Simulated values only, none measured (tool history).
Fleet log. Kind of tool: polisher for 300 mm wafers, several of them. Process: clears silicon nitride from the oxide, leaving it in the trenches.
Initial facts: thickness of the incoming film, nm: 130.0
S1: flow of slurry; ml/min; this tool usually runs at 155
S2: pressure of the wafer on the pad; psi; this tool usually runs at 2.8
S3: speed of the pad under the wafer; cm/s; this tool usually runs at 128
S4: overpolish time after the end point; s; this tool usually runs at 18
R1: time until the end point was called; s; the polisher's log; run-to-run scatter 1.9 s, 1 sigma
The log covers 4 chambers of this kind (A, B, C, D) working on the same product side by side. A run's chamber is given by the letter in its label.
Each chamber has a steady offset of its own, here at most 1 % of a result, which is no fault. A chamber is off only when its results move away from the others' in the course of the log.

run    day   S1   S2   S3  S4       R1
     0.062  -- chamber B: worn pad replaced by a new one
 1A  0.283  155  2.8  128  18  127.000
     0.483  -- chamber D: slurry nozzle cleaned
 2D  0.642  155  2.8  128  18  127.240
     0.900  -- chamber D: head pressure recalibrated
 3C  1.100  155  2.8  128  18  127.210
     1.542  -- chamber A: head pressure recalibrated
 4B  1.554  155  2.8  128  18  127.060
     1.621  -- chamber D: worn pad replaced by a new one
     1.892  -- chamber A: worn pad replaced by a new one
 5A  2.029  155  2.8  154  18  109.410
     2.438  -- chamber C: worn pad replaced by a new one
 6C  2.483  155  2.8  154  18  105.850
 7D  2.804  155  2.8  154  18  107.990
     2.979  -- chamber C: head pressure recalibrated
 8B  3.042  155  2.8  154  18  105.180
 9A  3.308  155  2.8  128  18  128.330
     3.554  -- chamber C: slurry nozzle cleaned
     3.717  -- chamber B: worn pad replaced by a new one
10B  3.717  105  2.8  128  18  140.000
11C  4.042  105  2.8  128  18  122.270
12D  4.338  105  2.8  128  18  138.170
13B  4.621  105  2.8  128  18  137.690
14D  5.100  155  2.8  128  18  127.680
15A  5.588  155  2.8  128  18  131.390
16C  6.029  155  2.8  128  18  116.360
17A  6.479  155  2.8  128  18  131.050
18C  6.746  155  2.8  128  18  118.110
19D  7.217  155  2.8  128  18  130.310
20B  7.471  155  2.8  170  23   93.941
     7.612  -- chamber B: worn pad replaced by a new one
21A  7.762  155  2.8  170  23   97.576
22B  8.038  155  2.8  170  23   94.589
23C  8.504  155  2.8  170  23   86.559
     8.788  -- chamber D: worn pad replaced by a new one
24D  8.792  155  2.8  128  18  128.440

For the next run the whole fleet of 4 chambers uses the same settings. Give each chamber's results:
25A  9.167  155  2.0  128  18   ?
25B  9.167  155  2.0  128  18   ?
25C  9.167  155  2.0  128  18   ?
25D  9.167  155  2.0  128  18   ?

run       R1
25A  184.320
25B  179.360
25C  163.480
25D  179.550

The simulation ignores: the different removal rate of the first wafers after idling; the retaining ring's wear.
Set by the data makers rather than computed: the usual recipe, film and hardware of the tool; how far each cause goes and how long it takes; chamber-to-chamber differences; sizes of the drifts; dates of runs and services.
